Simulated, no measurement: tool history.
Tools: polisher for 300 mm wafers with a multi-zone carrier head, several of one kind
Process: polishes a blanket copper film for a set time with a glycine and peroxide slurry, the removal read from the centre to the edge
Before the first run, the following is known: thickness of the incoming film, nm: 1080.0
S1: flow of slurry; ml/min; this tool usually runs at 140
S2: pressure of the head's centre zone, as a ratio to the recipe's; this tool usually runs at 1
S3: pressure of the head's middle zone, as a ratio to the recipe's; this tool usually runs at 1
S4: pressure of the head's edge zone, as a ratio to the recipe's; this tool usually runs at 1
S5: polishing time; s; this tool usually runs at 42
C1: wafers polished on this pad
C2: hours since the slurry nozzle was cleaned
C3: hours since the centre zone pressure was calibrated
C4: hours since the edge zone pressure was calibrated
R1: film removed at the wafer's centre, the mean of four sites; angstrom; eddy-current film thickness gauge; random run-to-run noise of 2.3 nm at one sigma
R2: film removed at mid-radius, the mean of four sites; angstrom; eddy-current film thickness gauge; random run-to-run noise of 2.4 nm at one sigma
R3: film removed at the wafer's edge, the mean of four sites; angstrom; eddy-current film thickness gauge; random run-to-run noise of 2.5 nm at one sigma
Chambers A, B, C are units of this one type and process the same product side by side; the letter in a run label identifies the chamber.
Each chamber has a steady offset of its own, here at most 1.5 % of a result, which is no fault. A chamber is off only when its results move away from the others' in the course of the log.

Run 1A, hour 7.4: usual settings; C1 230; C2 380.3; C3 350.9; C4 286.6. Result: R1 2090 angstrom, R2 2070.2 angstrom, R3 2066.3 angstrom.
Run 2B, hour 11.5: usual settings; C1 734; C2 91.9; C3 1161.2; C4 517.1. Result: R1 2117.3 angstrom, R2 2107 angstrom, R3 2153.1 angstrom.
Run 3C, hour 19.8: usual settings; C1 637; C2 300.1; C3 484.3; C4 840.3. Result: R1 2104.6 angstrom, R2 2134.5 angstrom, R3 2092.8 angstrom.
Run 4B, hour 28.2: usual settings; C1 896; C2 108.6; C3 1177.9; C4 533.8. Result: R1 2118.7 angstrom, R2 2105.3 angstrom, R3 2112.9 angstrom.
Run 5C, hour 34.3: usual settings; C1 778; C2 314.6; C3 498.8; C4 854.8. Result: R1 2050.9 angstrom, R2 2099.4 angstrom, R3 2063.9 angstrom.
Run 6A, hour 38.9: usual settings; C1 536; C2 411.8; C3 382.4; C4 318.1. Result: R1 2106 angstrom, R2 2111.5 angstrom, R3 2087.6 angstrom.
Run 7A, hour 43: usual settings; C1 576; C2 415.9; C3 386.5; C4 322.2. Result: R1 2102.9 angstrom, R2 2082.2 angstrom, R3 2070.8 angstrom.
Run 8C, hour 47.8: usual settings but S3 1.05; C1 909; C2 328.1; C3 512.3; C4 868.3. Result: R1 2037 angstrom, R2 2228.4 angstrom, R3 2092 angstrom.
Run 9B, hour 53.5: usual settings but S3 1.05; C1 1142; C2 133.9; C3 1203.2; C4 559.1. Result: R1 2112.6 angstrom, R2 2195.7 angstrom, R3 2092.3 angstrom.
Run 10C, hour 59.1: usual settings but S3 1.05; C1 1018; C2 339.4; C3 523.6; C4 879.6. Result: R1 2029.6 angstrom, R2 2148.6 angstrom, R3 2039.1 angstrom.
At hour 64.8: chamber B: worn pad replaced by a new one.
Run 11A, hour 65.9: usual settings; C1 798; C2 438.8; C3 409.4; C4 345.1. Result: R1 2104.8 angstrom, R2 2082.2 angstrom, R3 2106.3 angstrom.
Run 12B, hour 69.9: usual settings; C1 49; C2 150.3; C3 1219.6; C4 575.5. Result: R1 2104.2 angstrom, R2 2151.1 angstrom, R3 2117.3 angstrom.
Run 13B, hour 74.5: usual settings; C1 94; C2 154.9; C3 1224.2; C4 580.1. Result: R1 2128.9 angstrom, R2 2114 angstrom, R3 2101.4 angstrom.
Run 14A, hour 81.7: usual settings; C1 951; C2 454.6; C3 425.2; C4 360.9. Result: R1 2089.8 angstrom, R2 2118.7 angstrom, R3 2090.7 angstrom.
Run 15C, hour 87.4: usual settings; C1 1293; C2 367.7; C3 551.9; C4 907.9. Result: R1 1983.5 angstrom, R2 2012.7 angstrom, R3 2025 angstrom.
Run 16B, hour 94: usual settings; C1 283; C2 174.4; C3 1243.7; C4 599.6. Result: R1 2122.4 angstrom, R2 2142.1 angstrom, R3 2098.7 angstrom.
Run 17C, hour 99: usual settings but S4 1.12; C1 1405; C2 379.3; C3 563.5; C4 919.5. Result: R1 1983.6 angstrom, R2 1986.3 angstrom, R3 2175.8 angstrom.
Run 18A, hour 105.8: usual settings but S4 1.12; C1 1185; C2 478.7; C3 449.3; C4 385. Result: R1 2098.7 angstrom, R2 2069.6 angstrom, R3 2246.5 angstrom.
Run 19A, hour 110.1: usual settings but S4 1.12; C1 1227; C2 483; C3 453.6; C4 389.3. Result: R1 2160.8 angstrom, R2 2125 angstrom, R3 2219.9 angstrom.
Run 20B, hour 116.3: usual settings; C1 500; C2 196.7; C3 1266; C4 621.9. Result: R1 2066.9 angstrom, R2 2106.9 angstrom, R3 2102.3 angstrom.
Run 21C, hour 122.7: usual settings; C1 1635; C2 403; C3 587.2; C4 943.2. Result: R1 1962.3 angstrom, R2 1972.1 angstrom, R3 1935.4 angstrom.

The same settings go to every chamber for the next run, one line per chamber below. Forecast the results for each:
Run 22A, hour 129: usual settings. Result: R1 ?, R2 ?, R3 ?.
Run 22B, hour 129: usual settings. Result: R1 ?, R2 ?, R3 ?.
Run 22C, hour 129: usual settings. Result: R1 ?, R2 ?, R3 ?.

run      R1      R2      R3
22A  2072.1    2106  2106.8
22B  2132.2    2108  2112.1
22C  1904.9  1970.1    1979
